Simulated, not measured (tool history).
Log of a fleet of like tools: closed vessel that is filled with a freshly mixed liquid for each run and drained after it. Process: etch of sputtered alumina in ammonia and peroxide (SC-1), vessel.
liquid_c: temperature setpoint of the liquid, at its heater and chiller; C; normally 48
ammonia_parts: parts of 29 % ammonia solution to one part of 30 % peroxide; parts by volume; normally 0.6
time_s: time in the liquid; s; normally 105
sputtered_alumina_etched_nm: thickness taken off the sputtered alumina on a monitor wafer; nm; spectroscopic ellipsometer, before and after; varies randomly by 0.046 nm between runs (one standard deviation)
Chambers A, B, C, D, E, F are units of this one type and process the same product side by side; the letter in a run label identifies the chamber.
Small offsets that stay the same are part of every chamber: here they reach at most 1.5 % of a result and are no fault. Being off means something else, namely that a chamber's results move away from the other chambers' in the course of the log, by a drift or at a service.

run	day	liquid_c	ammonia_parts	time_s	read-back film thickness of the sputtered alumina reference wafer, read on the same gauge (nm)	sputtered_alumina_etched_nm
1B	0.333	48	0.6	105	40.02	9.1328
# day 0.471: chamber F: new drum of ammonia solution connected
2E	0.796	48	0.6	105	39.995	9.1884
3D	1.029	48	0.6	105	39.986	9.3286
# day 1.083: chamber E: thermometer replaced
4A	1.554	48	0.6	105	40	9.1918
# day 1.708: chamber C: thermometer replaced
5F	2.012	48	0.6	105	40.003	9.2023
6C	2.338	48	0.35	105	40.022	8.8057
# day 2.8: chamber B: ammonia flow meter replaced
7D	2.808	48	0.35	105	40.007	8.7867
8B	3.238	48	0.35	105	40.007	8.5986
9F	3.483	48	0.35	105	39.996	8.8096
10C	3.912	48	0.35	105	39.999	8.7775
# day 4.05: chamber E: new drum of ammonia solution connected
11A	4.362	48	0.35	105	40.001	8.6256
12E	4.696	48	0.6	105	39.963	9.2338
# day 4.958: chamber D: ammonia flow meter replaced
13C	5.117	48	0.6	105	39.983	9.1738
14D	5.546	48	0.6	105	39.98	9.214
15F	5.908	48	0.6	105	40.024	9.1668
16E	6.204	48	0.6	105	39.974	9.2751
17B	6.717	48	0.6	105	40.002	9.0948
18A	7.029	48	0.6	105	39.987	9.3203
19B	7.262	48	0.6	105	40.029	9.1284
20C	7.725	48	0.6	105	40.017	9.2386
21D	8.121	48	0.6	105	39.966	9.2452
22E	8.612	48	0.6	105	40.008	9.194
23F	9.062	48	0.6	105	39.992	9.3104
24A	9.375	48	0.6	105	40.014	9.4581
# day 9.738: chamber D: thermometer replaced
25C	9.762	48	0.6	105	39.998	9.2237
# day 9.846: chamber F: new drum of ammonia solution connected
# day 10.029: chamber E: ammonia flow meter replaced
# day 10.062: chamber C: ammonia flow meter replaced
26B	10.154	45	0.3	105	40.033	7.1329
27F	10.525	45	0.3	105	39.99	7.3867
28E	10.767	45	0.3	105	39.966	7.259
29A	11.125	45	0.3	105	40.009	7.554
30D	11.538	45	0.3	105	39.952	7.2415
31F	11.879	45	0.3	105	40.013	7.3592
32D	12.312	48	0.6	105	40.029	9.226
33B	12.738	48	0.6	105	40.025	9.0613
34C	13.212	48	0.6	105	39.97	9.3075
35E	13.492	48	0.6	105	40.031	9.2288
36A	13.933	48	0.75	135	40.016	12.723
37A	14.438	48	0.75	135	40	12.709

Decide between three cases: one chamber stands off from its peers, the gauge reading all wafers drifts, or nothing is wrong past each chamber's small offset. Where a chamber is off, say which and what most likely put it there.

Little by little, chamber A moves away from the other chambers.
What lies behind it: liquid hotter than its thermometer reads (K) = 1.22.

Here are 4 candidates for chamber A's next run, each the usual settings with a change, their results left as question marks. Which one brings its results back in line with what the others give on the usual settings?
A result is in line if it is within this distance of the other chambers' mean on the usual settings: sputtered_alumina_etched_nm 0.16 nm
38A-1	14.821	48.5	0.6	105		?
38A-2	14.821	48	0.3	105		?
38A-3	14.821	47.5	0.6	105		?
38A-4	14.821	49	0.6	105		?

Average result of the remaining chambers running the usual settings: sputtered_alumina_etched_nm 9.1981 nm
run	sputtered_alumina_etched_nm
38A-1	10.019
38A-2	9.1407
38A-3	9.4847
38A-4	10.292
The answer is 38A-2, which returns the chamber to within the allowed miss of the others.
